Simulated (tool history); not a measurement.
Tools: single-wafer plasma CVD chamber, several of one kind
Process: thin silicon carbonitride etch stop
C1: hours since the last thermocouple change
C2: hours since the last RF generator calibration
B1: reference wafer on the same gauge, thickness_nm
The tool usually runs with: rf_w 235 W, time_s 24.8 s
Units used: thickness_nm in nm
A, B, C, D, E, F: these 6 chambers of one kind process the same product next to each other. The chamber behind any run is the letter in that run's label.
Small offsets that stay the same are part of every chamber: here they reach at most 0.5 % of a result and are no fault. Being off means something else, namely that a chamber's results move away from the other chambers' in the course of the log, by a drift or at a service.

Run 1D, hour 9.6: usual settings; C1 191.7; C2 264.4; B1 15.704. Result: thickness_nm 14.922 nm.
Run 2C, hour 15: usual settings; C1 175.6; C2 1447.1; B1 15.698. Result: thickness_nm 14.886 nm.
Run 3A, hour 22.8: usual settings; C1 1164.7; C2 169.6; B1 15.713. Result: thickness_nm 14.79 nm.
Run 4F, hour 31.8: usual settings; C1 197.6; C2 2174.9; B1 15.705. Result: thickness_nm 14.705 nm.
Run 5E, hour 40.4: usual settings; C1 245.8; C2 377.5; B1 15.687. Result: thickness_nm 14.857 nm.
Run 6B, hour 49.2: usual settings; C1 765; C2 1749.6; B1 15.698. Result: thickness_nm 14.763 nm.
Run 7E, hour 57.1: usual settings; C1 262.5; C2 394.2; B1 15.715. Result: thickness_nm 14.86 nm.
Run 8B, hour 61.9: usual settings; C1 777.7; C2 1762.3; B1 15.709. Result: thickness_nm 14.626 nm.
Run 9D, hour 69: usual settings; C1 251.1; C2 323.8; B1 15.713. Result: thickness_nm 14.872 nm.
Run 10F, hour 75.7: usual settings; C1 241.5; C2 2218.8; B1 15.697. Result: thickness_nm 14.61 nm.
Run 11C, hour 80.2: usual settings; C1 240.8; C2 1512.3; B1 15.696. Result: thickness_nm 14.886 nm.
At hour 85.2: chamber A: thermocouple changed; heater temperature recalibrated.
Run 12A, hour 85.6: usual settings; C1 0.4; C2 232.4; B1 15.699. Result: thickness_nm 14.751 nm.
Run 13A, hour 93.1: usual settings; C1 7.9; C2 239.9; B1 15.695. Result: thickness_nm 14.736 nm.
Run 14F, hour 99.2: usual settings; C1 265; C2 2242.3; B1 15.699. Result: thickness_nm 14.631 nm.
Run 15B, hour 104.1: usual settings but rf_w 215 W, time_s 29.5 s; C1 819.9; C2 1804.5; B1 15.697. Result: thickness_nm 17.226 nm.
Run 16D, hour 112.1: usual settings but rf_w 215 W, time_s 29.5 s; C1 294.2; C2 366.9; B1 15.702. Result: thickness_nm 17.253 nm.
Run 17C, hour 120.1: usual settings but rf_w 215 W, time_s 29.5 s; C1 280.7; C2 1552.2; B1 15.707. Result: thickness_nm 17.158 nm.
Run 18E, hour 125.1: usual settings but rf_w 215 W, time_s 29.5 s; C1 330.5; C2 462.2; B1 15.686. Result: thickness_nm 17.101 nm.
At hour 129.8: chamber B: RF generator calibrated.
Run 19C, hour 134.3: usual settings but rf_w 215 W, time_s 29.5 s; C1 294.9; C2 1566.4; B1 15.694. Result: thickness_nm 17.192 nm.
Run 20B, hour 141.2: usual settings but rf_w 215 W, time_s 29.5 s; C1 857; C2 11.4; B1 15.709. Result: thickness_nm 17.177 nm.
Run 21E, hour 150.3: usual settings; C1 355.7; C2 487.4; B1 15.693. Result: thickness_nm 14.756 nm.
Run 22F, hour 160.1: usual settings; C1 325.9; C2 2303.2; B1 15.708. Result: thickness_nm 14.703 nm.
Run 23A, hour 170.1: usual settings; C1 84.9; C2 316.9; B1 15.703. Result: thickness_nm 14.813 nm.
Run 24D, hour 176.2: usual settings but rf_w 205 W; C1 358.3; C2 431; B1 15.71. Result: thickness_nm 14.273 nm.
Run 25D, hour 184.9: usual settings but rf_w 205 W; C1 367; C2 439.7; B1 15.702. Result: thickness_nm 14.239 nm.
Run 26C, hour 189.8: usual settings but rf_w 205 W; C1 350.4; C2 1621.9; B1 15.699. Result: thickness_nm 14.143 nm.
Run 27A, hour 194.4: usual settings but rf_w 205 W; C1 109.2; C2 341.2; B1 15.697. Result: thickness_nm 14.295 nm.
Run 28F, hour 201.9: usual settings but rf_w 205 W; C1 367.7; C2 2345; B1 15.702. Result: thickness_nm 14.081 nm.
Run 29E, hour 208.6: usual settings but rf_w 205 W; C1 414; C2 545.7; B1 15.704. Result: thickness_nm 14.02 nm.
Run 30B, hour 218.4: usual settings; C1 934.2; C2 88.6; B1 15.692. Result: thickness_nm 14.702 nm.
Run 31C, hour 224.7: usual settings; C1 385.3; C2 1656.8; B1 15.713. Result: thickness_nm 14.825 nm.
Run 32F, hour 230.1: usual settings; C1 395.9; C2 2373.2; B1 15.7. Result: thickness_nm 14.737 nm.
Run 33E, hour 239.5: usual settings; C1 444.9; C2 576.6; B1 15.694. Result: thickness_nm 14.5 nm.
Run 34B, hour 245: usual settings; C1 960.8; C2 115.2; B1 15.687. Result: thickness_nm 14.782 nm.
Run 35D, hour 251: usual settings; C1 433.1; C2 505.8; B1 15.699. Result: thickness_nm 14.999 nm.
Run 36A, hour 258.9: usual settings; C1 173.7; C2 405.7; B1 15.695. Result: thickness_nm 14.872 nm.
At hour 260.8: chamber F: RF generator calibrated.
Run 37A, hour 269: usual settings; C1 183.8; C2 415.8; B1 15.699. Result: thickness_nm 14.771 nm.
Run 38E, hour 278.5: usual settings but time_s 20 s; C1 483.9; C2 615.6; B1 15.686. Result: thickness_nm 11.627 nm.
Run 39C, hour 286.4: usual settings but time_s 20 s; C1 447; C2 1718.5; B1 15.712. Result: thickness_nm 12.041 nm.
Run 40B, hour 291.8: usual settings but time_s 20 s; C1 1007.6; C2 162; B1 15.698. Result: thickness_nm 11.973 nm.
Run 41D, hour 299.2: usual settings but time_s 20 s; C1 481.3; C2 554; B1 15.699. Result: thickness_nm 12.05 nm.
Run 42F, hour 307.3: usual settings but time_s 20 s; C1 473.1; C2 46.5; B1 15.695. Result: thickness_nm 11.866 nm.
Run 43C, hour 315.9: usual settings but time_s 20 s; C1 476.5; C2 1748; B1 15.697. Result: thickness_nm 11.949 nm.

Has any chamber moved away from the others, gradually or after a service, or does the common gauge drift, or do the chambers differ only by their own small steady offsets? State the chamber and the most likely cause if one applies.

Chamber E drifts away from the others.
Most likely cause: delivered RF power below the setpoint (%) = 8.03.

Which of the 4 candidates below, each the usual settings with something changed and its results left as question marks, puts chamber E back in line with what the other chambers give on the usual settings?
Allowed miss from the other chambers' usual-settings mean, per result, to count as in line: thickness_nm 0.21 nm
Run 44E-1, hour 323.3: usual settings but time_s 25.3 s. Result: thickness_nm ?.
Run 44E-2, hour 323.3: usual settings but time_s 24.3 s. Result: thickness_nm ?.
Run 44E-3, hour 323.3: usual settings but rf_w 200 W. Result: thickness_nm ?.
Run 44E-4, hour 323.3: usual settings but rf_w 240 W, time_s 25.9 s. Result: thickness_nm ?.

The mean the other chambers reach with the usual settings: thickness_nm 14.817 nm
  run  thickness_nm
44E-1        14.769
44E-2        14.185
44E-3        13.784
44E-4        15.216
It is 44E-1 that realigns the chamber with its peers.
